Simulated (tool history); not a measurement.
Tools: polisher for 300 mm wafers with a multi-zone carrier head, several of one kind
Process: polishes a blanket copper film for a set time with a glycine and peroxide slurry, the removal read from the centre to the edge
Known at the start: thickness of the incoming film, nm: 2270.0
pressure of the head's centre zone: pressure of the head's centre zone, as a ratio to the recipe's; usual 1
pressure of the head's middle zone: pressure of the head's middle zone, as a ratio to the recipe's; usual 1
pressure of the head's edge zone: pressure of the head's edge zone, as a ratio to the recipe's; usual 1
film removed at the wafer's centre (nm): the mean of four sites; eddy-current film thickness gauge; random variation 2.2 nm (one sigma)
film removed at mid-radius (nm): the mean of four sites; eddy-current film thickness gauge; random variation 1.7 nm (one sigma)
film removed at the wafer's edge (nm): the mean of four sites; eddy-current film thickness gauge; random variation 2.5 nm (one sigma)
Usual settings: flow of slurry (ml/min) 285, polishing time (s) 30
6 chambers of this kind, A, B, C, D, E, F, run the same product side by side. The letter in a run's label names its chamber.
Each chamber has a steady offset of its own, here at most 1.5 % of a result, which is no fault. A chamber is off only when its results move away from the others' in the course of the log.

run	hour	flow of slurry (ml/min)	pressure of the head's centre zone	pressure of the head's middle zone	pressure of the head's edge zone	polishing time (s)	film removed at the wafer's centre (nm)	film removed at mid-radius (nm)	film removed at the wafer's edge (nm)
# hour 2.3: chamber C: worn pad replaced by a new one
1B	3.9	285	1	1	1	30	212.92	219.68	219.48
# hour 9: chamber D: worn pad replaced by a new one
2C	12.6	285	1	1	1	30	213.17	217.88	215.75
# hour 17.2: chamber B: worn pad replaced by a new one
3E	20.7	285	1	1	1	30	213.72	216.43	216.38
# hour 23.4: chamber E: worn pad replaced by a new one
4D	24.6	285	1	1	1	30	217.02	217	217.56
# hour 32.8: chamber B: centre zone pressure recalibrated
5F	33.1	285	1	1	1	30	218.25	214.9	216.73
6A	40.9	285	1	1	1	30	214.12	216.13	217.14
7B	45.3	285	1	1	1	30	214.55	215.74	215.95
# hour 48.5: chamber F: worn pad replaced by a new one
8C	50.2	285	1	1	1	30	214.34	218.32	221.08
9D	55.5	285	1	1	1	30	217.66	212.88	211.89
10F	63.4	285	1	1	1	30	218.47	220.01	216.87
# hour 72.1: chamber D: worn pad replaced by a new one
11E	72.1	285	1	1	1	30	223.37	213.3	212.26
12A	77.9	285	1	1	1	30	217.5	215.02	212.83
13E	83.8	285	1	1	1	30	219.77	212.9	214.38
14D	92	285	1	1	1	30	217.33	215.26	216.03
15B	97.9	285	1	1	1	30	218.59	222.42	217.84
# hour 98.4: chamber B: slurry nozzle cleaned
# hour 101.1: chamber E: worn pad replaced by a new one
16C	106.2	285	1	0.91	0.9	30	215.6	198.24	204.78
# hour 107.1: chamber D: slurry nozzle cleaned
# hour 109.1: chamber B: worn pad replaced by a new one
17F	111.6	285	1	0.91	0.9	30	218.83	201.64	205.78
18A	119.3	285	1	0.91	0.9	30	213.91	196.84	205.19
# hour 123.4: chamber C: worn pad replaced by a new one
19F	123.4	285	1	0.91	0.9	30	216.86	198.41	204.58
20D	131.3	285	1	0.91	0.9	30	217.57	198.25	203.41
# hour 138.1: chamber D: worn pad replaced by a new one
21A	138.7	285	1	0.91	0.9	30	220.72	199.33	205.7
# hour 143.6: chamber A: worn pad replaced by a new one
22C	145.3	285	1	1	1	30	216.67	215.71	219.9
# hour 145.6: chamber F: worn pad replaced by a new one
23B	149.7	285	1	1	1	30	214.99	219.96	214.65
24E	158.1	285	1	1	1	30	217.64	216.08	216.95
25D	162	285	1	1	1	30	216.37	214.07	213.13
# hour 165.4: chamber E: worn pad replaced by a new one
26F	168.2	285	0.95	1	1	30	206.64	216.35	214.53
27C	172.8	285	0.95	1	1	30	204.25	217.12	216.51
28E	179.3	285	0.95	1	1	30	209.5	212.54	212.53
29A	184.2	285	0.95	1	1	30	207.37	214.11	217.4
30B	189.2	285	0.95	1	1	30	204.17	216.77	216.16
31B	195.4	285	0.95	1	1	30	201.71	217.07	213.54
# hour 200.3: chamber A: slurry nozzle cleaned
32D	203.6	285	1	1	1	30	219.99	215.63	211.63
# hour 207: chamber B: worn pad replaced by a new one
33F	210.8	285	1	1	1	30	216.07	217.07	211.22
34C	217.5	285	1	1	1	30	216.76	216.78	217.38
35E	222.7	285	1.08	1	1.09	30	235.11	214.27	226.67
36A	226.9	285	1.08	1	1.09	30	234.64	215.82	226.86
# hour 227.1: chamber C: slurry nozzle cleaned
37B	231.5	285	1.08	1	1.09	30	236.71	217.18	229.1
# hour 234.1: chamber C: edge zone pressure recalibrated
38C	236.8	285	1.08	1	1.09	30	237.3	215.94	229.32

All 6 chambers run these settings next. Forecast each chamber's results:
39A	243	285	1	1	1	30	?	?	?
39B	243	285	1	1	1	30	?	?	?
39C	243	285	1	1	1	30	?	?	?
39D	243	285	1	1	1	30	?	?	?
39E	243	285	1	1	1	30	?	?	?
39F	243	285	1	1	1	30	?	?	?

run	film removed at the wafer's centre (nm)	film removed at mid-radius (nm)	film removed at the wafer's edge (nm)
39A	214.42	215.52	215.13
39B	213.52	216.33	214.71
39C	214.71	216.62	220.56
39D	218.28	216.42	218.88
39E	216.94	214.96	219.29
39F	217.92	215.92	216.3
